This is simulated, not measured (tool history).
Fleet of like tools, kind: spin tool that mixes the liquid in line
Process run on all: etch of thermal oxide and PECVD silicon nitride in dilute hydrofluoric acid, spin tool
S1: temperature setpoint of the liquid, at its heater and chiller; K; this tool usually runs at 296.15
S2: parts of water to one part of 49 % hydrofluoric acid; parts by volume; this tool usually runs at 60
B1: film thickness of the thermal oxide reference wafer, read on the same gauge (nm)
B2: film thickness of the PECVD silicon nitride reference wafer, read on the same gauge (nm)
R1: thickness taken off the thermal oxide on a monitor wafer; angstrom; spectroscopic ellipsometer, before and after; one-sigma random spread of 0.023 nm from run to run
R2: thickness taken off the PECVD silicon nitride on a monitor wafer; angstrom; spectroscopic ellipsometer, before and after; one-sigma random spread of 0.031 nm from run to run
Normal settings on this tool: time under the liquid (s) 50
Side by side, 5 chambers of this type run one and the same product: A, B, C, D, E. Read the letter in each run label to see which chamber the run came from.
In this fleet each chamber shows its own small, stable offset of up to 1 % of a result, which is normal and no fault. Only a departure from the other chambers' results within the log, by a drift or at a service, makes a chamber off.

run 1B hour=3.5 | S1=296.15 S2=60 time_under_the_liquid_(s)=50 | B1=130.01 B2=100.010 | R1=41.083 R2=19.519
run 2D hour=6.0 | S1=296.15 S2=60 time_under_the_liquid_(s)=50 | B1=129.98 B2=100.030 | R1=41.070 R2=19.691
run 3C hour=9.7 | S1=296.15 S2=60 time_under_the_liquid_(s)=50 | B1=129.97 B2=99.940 | R1=40.954 R2=19.583
run 4E hour=13.4 | S1=296.15 S2=60 time_under_the_liquid_(s)=50 | B1=129.98 B2=99.994 | R1=40.880 R2=19.992
run 5A hour=17.1 | S1=296.15 S2=60 time_under_the_liquid_(s)=50 | B1=130.02 B2=99.984 | R1=40.794 R2=19.061
run 6C hour=20.8 | S1=296.15 S2=60 time_under_the_liquid_(s)=50 | B1=129.96 B2=99.999 | R1=41.322 R2=20.257
run 7A hour=23.7 | S1=296.15 S2=60 time_under_the_liquid_(s)=50 | B1=130.01 B2=99.964 | R1=41.035 R2=19.770
run 8E hour=26.5 | S1=296.15 S2=60 time_under_the_liquid_(s)=50 | B1=130.03 B2=100.020 | R1=41.300 R2=20.325
run 9B hour=28.6 | S1=296.15 S2=60 time_under_the_liquid_(s)=50 | B1=130.03 B2=99.957 | R1=41.212 R2=19.641
run 10D hour=31.0 | S1=296.15 S2=60 time_under_the_liquid_(s)=50 | B1=130.02 B2=100.000 | R1=41.098 R2=19.872
run 11B hour=33.4 | S1=296.15 S2=60 time_under_the_liquid_(s)=50 | B1=129.99 B2=100.070 | R1=41.138 R2=19.740
run 12C hour=36.2 | S1=296.15 S2=60 time_under_the_liquid_(s)=50 | B1=129.99 B2=99.981 | R1=41.447 R2=19.743
run 13D hour=38.2 | S1=296.15 S2=60 time_under_the_liquid_(s)=50 | B1=130.01 B2=99.982 | R1=40.931 R2=19.786
run 14A hour=42.1 | S1=296.15 S2=60 time_under_the_liquid_(s)=50 | B1=130.06 B2=100.020 | R1=41.242 R2=18.890
-- hour=44.4 chamber E: hydrofluoric acid flow meter replaced
run 15E hour=45.9 | S1=296.15 S2=60 time_under_the_liquid_(s)=50 | B1=130.01 B2=100.010 | R1=41.036 R2=19.519
run 16A hour=48.5 | S1=299.15 S2=60 time_under_the_liquid_(s)=40 | B1=130.01 B2=99.983 | R1=37.252 R2=19.414
run 17D hour=50.5 | S1=299.15 S2=60 time_under_the_liquid_(s)=40 | B1=129.97 B2=100.020 | R1=36.812 R2=19.054
run 18B hour=52.4 | S1=299.15 S2=60 time_under_the_liquid_(s)=40 | B1=129.93 B2=100.010 | R1=37.015 R2=19.446
run 19C hour=56.1 | S1=299.15 S2=60 time_under_the_liquid_(s)=40 | B1=129.94 B2=99.995 | R1=37.266 R2=19.535
run 20E hour=60.1 | S1=299.15 S2=60 time_under_the_liquid_(s)=40 | B1=130.04 B2=99.976 | R1=36.642 R2=19.655
run 21E hour=64.3 | S1=296.15 S2=60 time_under_the_liquid_(s)=50 | B1=129.98 B2=100.010 | R1=40.983 R2=19.726
run 22C hour=67.6 | S1=296.15 S2=60 time_under_the_liquid_(s)=60 | B1=129.98 B2=99.986 | R1=50.047 R2=24.065
run 23A hour=71.9 | S1=296.15 S2=60 time_under_the_liquid_(s)=60 | B1=130.03 B2=100.000 | R1=49.519 R2=23.514
run 24D hour=73.9 | S1=296.15 S2=60 time_under_the_liquid_(s)=60 | B1=129.99 B2=99.970 | R1=49.075 R2=23.955
run 25B hour=76.7 | S1=296.15 S2=60 time_under_the_liquid_(s)=60 | B1=130.01 B2=100.030 | R1=49.566 R2=23.968
run 26A hour=80.4 | S1=296.15 S2=60 time_under_the_liquid_(s)=60 | B1=129.95 B2=99.952 | R1=49.316 R2=23.250
run 27B hour=83.6 | S1=296.15 S2=60 time_under_the_liquid_(s)=50 | B1=129.98 B2=99.959 | R1=41.490 R2=19.990
run 28E hour=87.8 | S1=301.15 S2=60 time_under_the_liquid_(s)=30 | B1=129.99 B2=99.977 | R1=30.259 R2=16.296
run 29C hour=90.4 | S1=301.15 S2=60 time_under_the_liquid_(s)=30 | B1=130.02 B2=99.980 | R1=30.564 R2=16.637
run 30D hour=94.1 | S1=301.15 S2=60 time_under_the_liquid_(s)=30 | B1=130.05 B2=100.030 | R1=29.631 R2=16.790
run 31C hour=96.6 | S1=301.15 S2=60 time_under_the_liquid_(s)=30 | B1=129.99 B2=100.020 | R1=30.429 R2=16.746
run 32A hour=98.9 | S1=301.15 S2=60 time_under_the_liquid_(s)=30 | B1=130.00 B2=99.967 | R1=30.147 R2=16.148
run 33E hour=102.3 | S1=296.15 S2=60 time_under_the_liquid_(s)=50 | B1=130.01 B2=99.998 | R1=41.432 R2=20.418
run 34B hour=105.6 | S1=296.15 S2=60 time_under_the_liquid_(s)=50 | B1=129.98 B2=99.992 | R1=40.978 R2=19.187
run 35D hour=109.5 | S1=296.15 S2=60 time_under_the_liquid_(s)=50 | B1=129.97 B2=100.000 | R1=40.874 R2=19.758
run 36C hour=113.7 | S1=296.15 S2=60 time_under_the_liquid_(s)=50 | B1=130.03 B2=100.000 | R1=41.284 R2=19.541
run 37A hour=117.0 | S1=299.65 S2=60 time_under_the_liquid_(s)=35 | B1=130.06 B2=99.980 | R1=33.315 R2=17.050
run 38B hour=119.1 | S1=299.65 S2=60 time_under_the_liquid_(s)=35 | B1=129.96 B2=99.988 | R1=33.025 R2=17.395
run 39D hour=123.2 | S1=299.65 S2=60 time_under_the_liquid_(s)=35 | B1=129.97 B2=100.020 | R1=33.164 R2=17.982
run 40E hour=126.4 | S1=299.65 S2=60 time_under_the_liquid_(s)=35 | B1=129.98 B2=99.964 | R1=33.159 R2=17.877
run 41B hour=130.1 | S1=299.65 S2=60 time_under_the_liquid_(s)=35 | B1=130.03 B2=99.937 | R1=32.914 R2=17.609
run 42D hour=134.4 | S1=296.15 S2=60 time_under_the_liquid_(s)=50 | B1=130.02 B2=99.933 | R1=40.647 R2=19.960
run 43E hour=137.4 | S1=296.15 S2=60 time_under_the_liquid_(s)=50 | B1=130.00 B2=99.999 | R1=41.298 R2=19.710
run 44C hour=139.5 | S1=296.15 S2=60 time_under_the_liquid_(s)=50 | B1=130.00 B2=99.988 | R1=41.197 R2=19.723

What goes on in this fleet: one chamber off, a drifting gauge, or nothing beyond the chambers' own small offsets? Name the chamber and the cause, if any.

Neither any chamber nor the gauge drifts; the chambers differ only by their own small, steady offsets.
